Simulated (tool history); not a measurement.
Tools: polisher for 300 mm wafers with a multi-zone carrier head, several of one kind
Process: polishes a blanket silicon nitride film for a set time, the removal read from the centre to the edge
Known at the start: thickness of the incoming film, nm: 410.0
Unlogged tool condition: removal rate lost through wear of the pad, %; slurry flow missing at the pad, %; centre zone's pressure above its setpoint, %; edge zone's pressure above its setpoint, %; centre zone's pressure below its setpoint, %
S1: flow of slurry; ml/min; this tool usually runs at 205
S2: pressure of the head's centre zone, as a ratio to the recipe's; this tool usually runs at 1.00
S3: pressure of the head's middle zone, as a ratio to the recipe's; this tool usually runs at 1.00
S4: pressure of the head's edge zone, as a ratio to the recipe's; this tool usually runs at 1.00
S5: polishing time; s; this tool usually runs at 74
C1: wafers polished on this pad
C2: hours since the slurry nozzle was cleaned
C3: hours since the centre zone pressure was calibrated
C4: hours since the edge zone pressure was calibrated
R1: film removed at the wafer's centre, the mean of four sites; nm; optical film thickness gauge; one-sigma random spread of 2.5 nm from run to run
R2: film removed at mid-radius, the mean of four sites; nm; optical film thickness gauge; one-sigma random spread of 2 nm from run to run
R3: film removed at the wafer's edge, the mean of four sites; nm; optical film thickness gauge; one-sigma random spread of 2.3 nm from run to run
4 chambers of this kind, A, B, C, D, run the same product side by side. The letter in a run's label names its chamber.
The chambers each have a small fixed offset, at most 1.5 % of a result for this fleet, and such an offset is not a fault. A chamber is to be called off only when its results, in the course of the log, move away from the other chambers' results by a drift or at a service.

Run 1B, hour 8.5: usual settings; C1 536; C2 309.6; C3 331.3; C4 135.9. Result: R1 166.57 nm, R2 167.97 nm, R3 165.35 nm.
Run 2A, hour 19.4: usual settings; C1 175; C2 78.1; C3 774.3; C4 149.9. Result: R1 166.36 nm, R2 171.82 nm, R3 173.55 nm.
Run 3C, hour 27.4: usual settings; C1 1116; C2 325.9; C3 691.1; C4 663.4. Result: R1 165.05 nm, R2 170.61 nm, R3 170.14 nm.
At hour 31.0: chamber C: worn pad replaced by a new one.
Run 4D, hour 37.8: usual settings; C1 1453; C2 452.5; C3 757.7; C4 78.8. Result: R1 167.74 nm, R2 167.08 nm, R3 167.41 nm.
At hour 42.3: chamber D: worn pad replaced by a new one.
Run 5A, hour 43.7: usual settings but S3 0.95; C1 318; C2 102.4; C3 798.6; C4 174.2. Result: R1 168.99 nm, R2 156.21 nm, R3 168.41 nm.
At hour 48.5: chamber D: slurry nozzle cleaned.
Run 6B, hour 55.4: usual settings but S3 0.95; C1 813; C2 356.5; C3 378.2; C4 182.8. Result: R1 167.52 nm, R2 164.63 nm, R3 167.34 nm.
Run 7C, hour 67.1: usual settings but S3 0.95; C1 212; C2 365.6; C3 730.8; C4 703.1. Result: R1 167.80 nm, R2 161.43 nm, R3 169.28 nm.
Run 8D, hour 75.1: usual settings but S3 0.95; C1 193; C2 26.7; C3 795.0; C4 116.1. Result: R1 169.76 nm, R2 160.24 nm, R3 169.43 nm.
Run 9C, hour 85.2: usual settings but S5 61 s; C1 319; C2 383.7; C3 748.9; C4 721.2. Result: R1 135.75 nm, R2 138.63 nm, R3 137.81 nm.
Run 10A, hour 97.1: usual settings but S5 61 s; C1 633; C2 155.8; C3 852.0; C4 227.6. Result: R1 137.35 nm, R2 140.56 nm, R3 139.35 nm.
Run 11D, hour 106.4: usual settings but S5 61 s; C1 377; C2 58.0; C3 826.3; C4 147.4. Result: R1 139.37 nm, R2 137.72 nm, R3 140.11 nm.
At hour 117.3: chamber B: worn pad replaced by a new one.
Run 12B, hour 119.2: usual settings but S5 61 s; C1 11; C2 420.3; C3 442.0; C4 246.6. Result: R1 140.41 nm, R2 138.22 nm, R3 140.16 nm.
Run 13B, hour 127.0: usual settings; C1 57; C2 428.1; C3 449.8; C4 254.4. Result: R1 169.47 nm, R2 170.68 nm, R3 172.83 nm.
Run 14A, hour 139.7: usual settings but S2 0.88; C1 883; C2 198.4; C3 894.6; C4 270.2. Result: R1 139.68 nm, R2 164.72 nm, R3 163.66 nm.
Run 15D, hour 147.2: usual settings but S2 0.88; C1 617; C2 98.8; C3 867.1; C4 188.2. Result: R1 145.85 nm, R2 166.87 nm, R3 169.57 nm.
Run 16C, hour 153.5: usual settings but S2 0.88; C1 721; C2 452.0; C3 817.2; C4 789.5. Result: R1 147.27 nm, R2 169.66 nm, R3 169.19 nm.
Run 17C, hour 164.4: usual settings but S2 0.88; C1 786; C2 462.9; C3 828.1; C4 800.4. Result: R1 146.18 nm, R2 168.05 nm, R3 174.35 nm.
Run 18D, hour 173.4: usual settings; C1 772; C2 125.0; C3 893.3; C4 214.4. Result: R1 166.96 nm, R2 169.86 nm, R3 170.58 nm.
At hour 182.6: chamber C: worn pad replaced by a new one.
Run 19B, hour 184.1: usual settings but S1 235 ml/min, S4 1.06; C1 393; C2 485.2; C3 506.9; C4 311.5. Result: R1 172.22 nm, R2 174.81 nm, R3 178.39 nm.
Run 20A, hour 192.1: usual settings but S1 235 ml/min, S4 1.06; C1 1192; C2 250.8; C3 947.0; C4 322.6. Result: R1 168.14 nm, R2 169.31 nm, R3 173.67 nm.
Run 21C, hour 200.9: usual settings but S1 235 ml/min, S4 1.06; C1 107; C2 499.4; C3 864.6; C4 836.9. Result: R1 173.33 nm, R2 174.92 nm, R3 175.58 nm.
Run 22D, hour 207.6: usual settings but S1 235 ml/min, S4 1.06; C1 973; C2 159.2; C3 927.5; C4 248.6. Result: R1 167.84 nm, R2 171.62 nm, R3 175.79 nm.
Run 23B, hour 216.1: usual settings but S4 0.91, S5 86 s; C1 582; C2 517.2; C3 538.9; C4 343.5. Result: R1 199.15 nm, R2 196.25 nm, R3 185.57 nm.
At hour 220.2: chamber A: worn pad replaced by a new one.
Run 24A, hour 228.5: usual settings but S4 0.91, S5 86 s; C1 49; C2 287.2; C3 983.4; C4 359.0. Result: R1 197.41 nm, R2 196.48 nm, R3 184.60 nm.
At hour 236.5: chamber C: slurry nozzle cleaned.
Run 25D, hour 238.9: usual settings but S4 0.91, S5 86 s; C1 1157; C2 190.5; C3 958.8; C4 279.9. Result: R1 196.36 nm, R2 193.05 nm, R3 184.00 nm.
Run 26A, hour 250.1: usual settings but S4 0.91, S5 86 s; C1 176; C2 308.8; C3 1005.0; C4 380.6. Result: R1 194.27 nm, R2 195.85 nm, R3 191.08 nm.
Run 27B, hour 257.3: usual settings; C1 824; C2 558.4; C3 580.1; C4 384.7. Result: R1 165.11 nm, R2 167.69 nm, R3 171.06 nm.
Run 28C, hour 265.8: usual settings; C1 490; C2 29.3; C3 929.5; C4 901.8. Result: R1 166.63 nm, R2 172.92 nm, R3 170.37 nm.
At hour 267.8: chamber D: edge zone pressure recalibrated.
Run 29B, hour 272.1: usual settings; C1 912; C2 573.2; C3 594.9; C4 399.5. Result: R1 168.67 nm, R2 168.75 nm, R3 165.79 nm.
Run 30A, hour 279.6: usual settings; C1 350; C2 338.3; C3 1034.5; C4 410.1. Result: R1 166.03 nm, R2 172.01 nm, R3 168.03 nm.
At hour 285.8: chamber B: slurry nozzle cleaned.
Run 31D, hour 290.2: usual settings; C1 1460; C2 241.8; C3 1010.1; C4 22.4. Result: R1 167.65 nm, R2 170.59 nm, R3 165.76 nm.
At hour 293.8: chamber B: worn pad replaced by a new one.
Run 32C, hour 302.3: usual settings; C1 705; C2 65.8; C3 966.0; C4 938.3. Result: R1 166.11 nm, R2 170.06 nm, R3 168.11 nm.
At hour 312.1: chamber D: worn pad replaced by a new one.
Run 33A, hour 313.2: usual settings; C1 547; C2 371.9; C3 1068.1; C4 443.7. Result: R1 171.50 nm, R2 170.46 nm, R3 168.97 nm.
At hour 314.1: chamber C: centre zone pressure recalibrated.
Run 34D, hour 322.0: usual settings; C1 58; C2 273.6; C3 1041.9; C4 54.2. Result: R1 173.41 nm, R2 166.70 nm, R3 165.03 nm.
Run 35C, hour 330.9: usual settings; C1 873; C2 94.4; C3 16.8; C4 966.9. Result: R1 166.87 nm, R2 167.83 nm, R3 168.42 nm.
Run 36B, hour 339.4: usual settings; C1 268; C2 53.7; C3 662.2; C4 466.8. Result: R1 170.32 nm, R2 170.18 nm, R3 166.85 nm.
At hour 348.2: chamber A: centre zone pressure recalibrated.
Run 37B, hour 350.7: usual settings; C1 335; C2 65.0; C3 673.5; C4 478.1. Result: R1 167.63 nm, R2 169.10 nm, R3 172.61 nm.
Run 38A, hour 357.7: usual settings; C1 810; C2 416.4; C3 9.6; C4 488.2. Result: R1 169.32 nm, R2 166.91 nm, R3 168.52 nm.
Run 39D, hour 364.2: usual settings; C1 307; C2 315.8; C3 1084.1; C4 96.4. Result: R1 164.46 nm, R2 166.64 nm, R3 167.11 nm.
Run 40C, hour 377.2: usual settings; C1 1146; C2 140.7; C3 63.1; C4 1013.2. Result: R1 169.44 nm, R2 172.81 nm, R3 166.97 nm.
At hour 383.9: chamber C: worn pad replaced by a new one.
Run 41A, hour 387.9: usual settings; C1 987; C2 446.6; C3 39.8; C4 518.4. Result: R1 164.55 nm, R2 166.53 nm, R3 164.37 nm.
Run 42D, hour 394.2: usual settings; C1 484; C2 345.8; C3 1114.1; C4 126.4. Result: R1 171.70 nm, R2 167.94 nm, R3 168.55 nm.
Run 43C, hour 402.2: usual settings; C1 107; C2 165.7; C3 88.1; C4 1038.2. Result: R1 166.55 nm, R2 170.03 nm, R3 168.18 nm.

Is one chamber off against the others, does the gauge drift, or is nothing wrong? If a chamber is off, say which, and what the likeliest cause is.

Nothing is wrong: each chamber keeps only its own small, steady offset and the gauge holds still.
